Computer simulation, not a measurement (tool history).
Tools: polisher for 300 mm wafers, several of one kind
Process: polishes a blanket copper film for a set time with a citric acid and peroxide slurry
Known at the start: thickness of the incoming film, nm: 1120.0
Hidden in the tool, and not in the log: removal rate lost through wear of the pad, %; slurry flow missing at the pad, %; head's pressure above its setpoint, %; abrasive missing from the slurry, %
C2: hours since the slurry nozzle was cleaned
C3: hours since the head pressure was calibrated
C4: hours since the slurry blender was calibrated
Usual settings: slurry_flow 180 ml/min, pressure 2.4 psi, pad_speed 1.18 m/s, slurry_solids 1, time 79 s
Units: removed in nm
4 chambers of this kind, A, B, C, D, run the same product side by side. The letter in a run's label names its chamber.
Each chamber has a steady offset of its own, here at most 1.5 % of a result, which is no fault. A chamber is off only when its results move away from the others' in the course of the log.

{"run": "1A", "day": 0.312, "slurry_flow": 180, "pressure": 2.4, "pad_speed": 1.18, "slurry_solids": 1, "time": 79, "wafers polished on this pad": 213, "C2": 356.2, "C3": 1030.9, "C4": 96, "removed": 161.49}
{"run": "2B", "day": 0.683, "slurry_flow": 180, "pressure": 2.4, "pad_speed": 1.18, "slurry_solids": 1, "time": 79, "wafers polished on this pad": 632, "C2": 583.3, "C3": 531.6, "C4": 247.4, "removed": 158.38}
{"run": "3C", "day": 0.908, "slurry_flow": 180, "pressure": 2.4, "pad_speed": 1.18, "slurry_solids": 1, "time": 79, "wafers polished on this pad": 315, "C2": 77.7, "C3": 184.3, "C4": 95.5, "removed": 159.77}
{"day": 1.158, "done": "chamber A: slurry nozzle cleaned"}
{"run": "4D", "day": 1.254, "slurry_flow": 180, "pressure": 2.4, "pad_speed": 1.18, "slurry_solids": 1, "time": 79, "wafers polished on this pad": 1100, "C2": 69.6, "C3": 1425.3, "C4": 181.1, "removed": 161.12}
{"day": 1.5, "done": "chamber B: worn pad replaced by a new one"}
{"run": "5C", "day": 1.525, "slurry_flow": 180, "pressure": 2.4, "pad_speed": 0.98, "slurry_solids": 1.1, "time": 79, "wafers polished on this pad": 490, "C2": 92.5, "C3": 199.1, "C4": 110.3, "removed": 138.3}
{"day": 1.646, "done": "chamber D: worn pad replaced by a new one"}
{"run": "6B", "day": 1.75, "slurry_flow": 180, "pressure": 2.4, "pad_speed": 0.98, "slurry_solids": 1.1, "time": 79, "wafers polished on this pad": 71, "C2": 608.9, "C3": 557.2, "C4": 273, "removed": 135.58}
{"run": "7D", "day": 2.125, "slurry_flow": 180, "pressure": 2.4, "pad_speed": 0.98, "slurry_solids": 1.1, "time": 79, "wafers polished on this pad": 137, "C2": 90.5, "C3": 1446.2, "C4": 202, "removed": 136.33}
{"run": "8A", "day": 2.342, "slurry_flow": 180, "pressure": 2.4, "pad_speed": 0.98, "slurry_solids": 1.1, "time": 79, "wafers polished on this pad": 789, "C2": 28.5, "C3": 1079.6, "C4": 144.7, "removed": 136.97}
{"day": 2.625, "done": "chamber D: head pressure recalibrated"}
{"run": "9B", "day": 2.683, "slurry_flow": 180, "pressure": 2.4, "pad_speed": 1.18, "slurry_solids": 1, "time": 79, "wafers polished on this pad": 336, "C2": 631.3, "C3": 579.6, "C4": 295.4, "removed": 157.71}
{"run": "10D", "day": 2.988, "slurry_flow": 180, "pressure": 2.4, "pad_speed": 1.18, "slurry_solids": 1, "time": 79, "wafers polished on this pad": 381, "C2": 111.2, "C3": 8.7, "C4": 222.7, "removed": 158.3}
{"run": "11C", "day": 3.221, "slurry_flow": 240, "pressure": 2.7, "pad_speed": 1.18, "slurry_solids": 1, "time": 79, "wafers polished on this pad": 972, "C2": 133.2, "C3": 239.8, "C4": 151, "removed": 185.44}
{"day": 3.321, "done": "chamber C: worn pad replaced by a new one"}
{"run": "12A", "day": 3.554, "slurry_flow": 240, "pressure": 2.7, "pad_speed": 1.18, "slurry_solids": 1, "time": 79, "wafers polished on this pad": 1133, "C2": 57.6, "C3": 1108.7, "C4": 173.8, "removed": 190.37}
{"day": 3.712, "done": "chamber A: head pressure recalibrated"}
{"run": "13A", "day": 3.8, "slurry_flow": 240, "pressure": 2.7, "pad_speed": 1.18, "slurry_solids": 1, "time": 79, "wafers polished on this pad": 1203, "C2": 63.5, "C3": 2.2, "C4": 179.7, "removed": 189.95}
{"day": 3.988, "done": "chamber A: worn pad replaced by a new one"}
{"run": "14C", "day": 3.992, "slurry_flow": 240, "pressure": 2.7, "pad_speed": 1.18, "slurry_solids": 1, "time": 79, "wafers polished on this pad": 191, "C2": 151.7, "C3": 258.3, "C4": 169.5, "removed": 188.24}
{"run": "15D", "day": 4.35, "slurry_flow": 180, "pressure": 2.4, "pad_speed": 1.18, "slurry_solids": 1, "time": 79, "wafers polished on this pad": 768, "C2": 143.9, "C3": 41.4, "C4": 255.4, "removed": 159.86}
{"day": 4.621, "done": "chamber B: worn pad replaced by a new one"}
{"run": "16B", "day": 4.671, "slurry_flow": 180, "pressure": 2.4, "pad_speed": 1.18, "slurry_solids": 1, "time": 79, "wafers polished on this pad": 15, "C2": 679, "C3": 627.3, "C4": 343.1, "removed": 158.18}
{"run": "17B", "day": 5.008, "slurry_flow": 180, "pressure": 2.4, "pad_speed": 1.18, "slurry_solids": 1, "time": 79, "wafers polished on this pad": 111, "C2": 687.1, "C3": 635.4, "C4": 351.2, "removed": 158.88}
{"run": "18C", "day": 5.204, "slurry_flow": 180, "pressure": 2.4, "pad_speed": 1.18, "slurry_solids": 1, "time": 89, "wafers polished on this pad": 535, "C2": 180.8, "C3": 287.4, "C4": 198.6, "removed": 181.02}
{"day": 5.254, "done": "chamber D: worn pad replaced by a new one"}
{"run": "19A", "day": 5.571, "slurry_flow": 180, "pressure": 2.4, "pad_speed": 1.18, "slurry_solids": 1, "time": 89, "wafers polished on this pad": 449, "C2": 106, "C3": 44.7, "C4": 222.2, "removed": 180.79}
{"day": 5.867, "done": "chamber D: slurry blender recalibrated"}
{"run": "20D", "day": 5.912, "slurry_flow": 180, "pressure": 2.4, "pad_speed": 1.18, "slurry_solids": 1, "time": 89, "wafers polished on this pad": 187, "C2": 181.4, "C3": 78.9, "C4": 1.2, "removed": 178.94}
{"run": "21D", "day": 6.217, "slurry_flow": 180, "pressure": 2.4, "pad_speed": 1.18, "slurry_solids": 1, "time": 89, "wafers polished on this pad": 273, "C2": 188.7, "C3": 86.2, "C4": 8.5, "removed": 181.76}
{"run": "22B", "day": 6.429, "slurry_flow": 180, "pressure": 2.4, "pad_speed": 1.18, "slurry_solids": 1, "time": 79, "wafers polished on this pad": 514, "C2": 721.2, "C3": 669.5, "C4": 385.3, "removed": 160.22}
{"run": "23A", "day": 6.767, "slurry_flow": 180, "pressure": 2.4, "pad_speed": 1.18, "slurry_solids": 1, "time": 79, "wafers polished on this pad": 789, "C2": 134.7, "C3": 73.4, "C4": 250.9, "removed": 162.07}
{"run": "24C", "day": 7.075, "slurry_flow": 180, "pressure": 2.4, "pad_speed": 1.18, "slurry_solids": 1, "time": 79, "wafers polished on this pad": 1066, "C2": 225.7, "C3": 332.3, "C4": 243.5, "removed": 160.96}
{"run": "25C", "day": 7.396, "slurry_flow": 180, "pressure": 2.4, "pad_speed": 1.18, "slurry_solids": 1, "time": 79, "wafers polished on this pad": 1157, "C2": 233.4, "C3": 340, "C4": 251.2, "removed": 161.08}
{"run": "26A", "day": 7.754, "slurry_flow": 180, "pressure": 2.4, "pad_speed": 1.18, "slurry_solids": 1, "time": 79, "wafers polished on this pad": 1069, "C2": 158.4, "C3": 97.1, "C4": 274.6, "removed": 161.22}
{"day": 7.771, "done": "chamber C: worn pad replaced by a new one"}
{"day": 7.783, "done": "chamber B: slurry blender recalibrated"}
{"day": 7.929, "done": "chamber A: worn pad replaced by a new one"}
{"run": "27D", "day": 8.1, "slurry_flow": 180, "pressure": 2.4, "pad_speed": 1.18, "slurry_solids": 1, "time": 79, "wafers polished on this pad": 808, "C2": 233.9, "C3": 131.4, "C4": 53.7, "removed": 160.36}
{"day": 8.15, "done": "chamber B: worn pad replaced by a new one"}
{"run": "28B", "day": 8.271, "slurry_flow": 180, "pressure": 2.4, "pad_speed": 1.18, "slurry_solids": 1, "time": 79, "wafers polished on this pad": 34, "C2": 765.4, "C3": 713.7, "C4": 11.8, "removed": 160.25}
{"run": "29B", "day": 8.517, "slurry_flow": 180, "pressure": 2.4, "pad_speed": 1.18, "slurry_solids": 1, "time": 79, "wafers polished on this pad": 104, "C2": 771.3, "C3": 719.6, "C4": 17.7, "removed": 158.3}
{"day": 8.708, "done": "chamber D: worn pad replaced by a new one"}
{"run": "30D", "day": 8.771, "slurry_flow": 180, "pressure": 2.4, "pad_speed": 1.18, "slurry_solids": 1, "time": 79, "wafers polished on this pad": 18, "C2": 250, "C3": 147.5, "C4": 69.8, "removed": 159.82}
{"run": "31A", "day": 9.154, "slurry_flow": 180, "pressure": 2.4, "pad_speed": 1.18, "slurry_solids": 1, "time": 79, "wafers polished on this pad": 348, "C2": 192, "C3": 130.7, "C4": 308.2, "removed": 158.81}
{"run": "32C", "day": 9.45, "slurry_flow": 180, "pressure": 2.4, "pad_speed": 1.18, "slurry_solids": 1, "time": 79, "wafers polished on this pad": 476, "C2": 282.7, "C3": 389.3, "C4": 300.5, "removed": 158.99}
{"run": "33C", "day": 9.646, "slurry_flow": 180, "pressure": 2.4, "pad_speed": 1.18, "slurry_solids": 1, "time": 79, "wafers polished on this pad": 532, "C2": 287.4, "C3": 394, "C4": 305.2, "removed": 163.4}
{"run": "34A", "day": 9.833, "slurry_flow": 180, "pressure": 2.4, "pad_speed": 1.18, "slurry_solids": 1, "time": 79, "wafers polished on this pad": 541, "C2": 208.3, "C3": 147, "C4": 324.5, "removed": 164.16}
{"run": "35D", "day": 10.158, "slurry_flow": 180, "pressure": 2.4, "pad_speed": 1.18, "slurry_solids": 1, "time": 79, "wafers polished on this pad": 411, "C2": 283.3, "C3": 180.8, "C4": 103.1, "removed": 155.91}
{"run": "36B", "day": 10.325, "slurry_flow": 180, "pressure": 1.9, "pad_speed": 1.18, "slurry_solids": 0.7, "time": 79, "wafers polished on this pad": 617, "C2": 814.7, "C3": 763, "C4": 61.1, "removed": 117.47}
{"run": "37A", "day": 10.708, "slurry_flow": 180, "pressure": 1.9, "pad_speed": 1.18, "slurry_solids": 0.7, "time": 79, "wafers polished on this pad": 789, "C2": 229.3, "C3": 168, "C4": 345.5, "removed": 117.36}
{"run": "38C", "day": 11.092, "slurry_flow": 180, "pressure": 1.9, "pad_speed": 1.18, "slurry_solids": 0.7, "time": 79, "wafers polished on this pad": 942, "C2": 322.1, "C3": 428.7, "C4": 339.9, "removed": 118.97}

What goes on in this fleet: one chamber off, a drifting gauge, or nothing beyond the chambers' own small offsets? Name the chamber and the cause, if any.

No chamber stands off beyond its own small offset, and the gauge holds steady.

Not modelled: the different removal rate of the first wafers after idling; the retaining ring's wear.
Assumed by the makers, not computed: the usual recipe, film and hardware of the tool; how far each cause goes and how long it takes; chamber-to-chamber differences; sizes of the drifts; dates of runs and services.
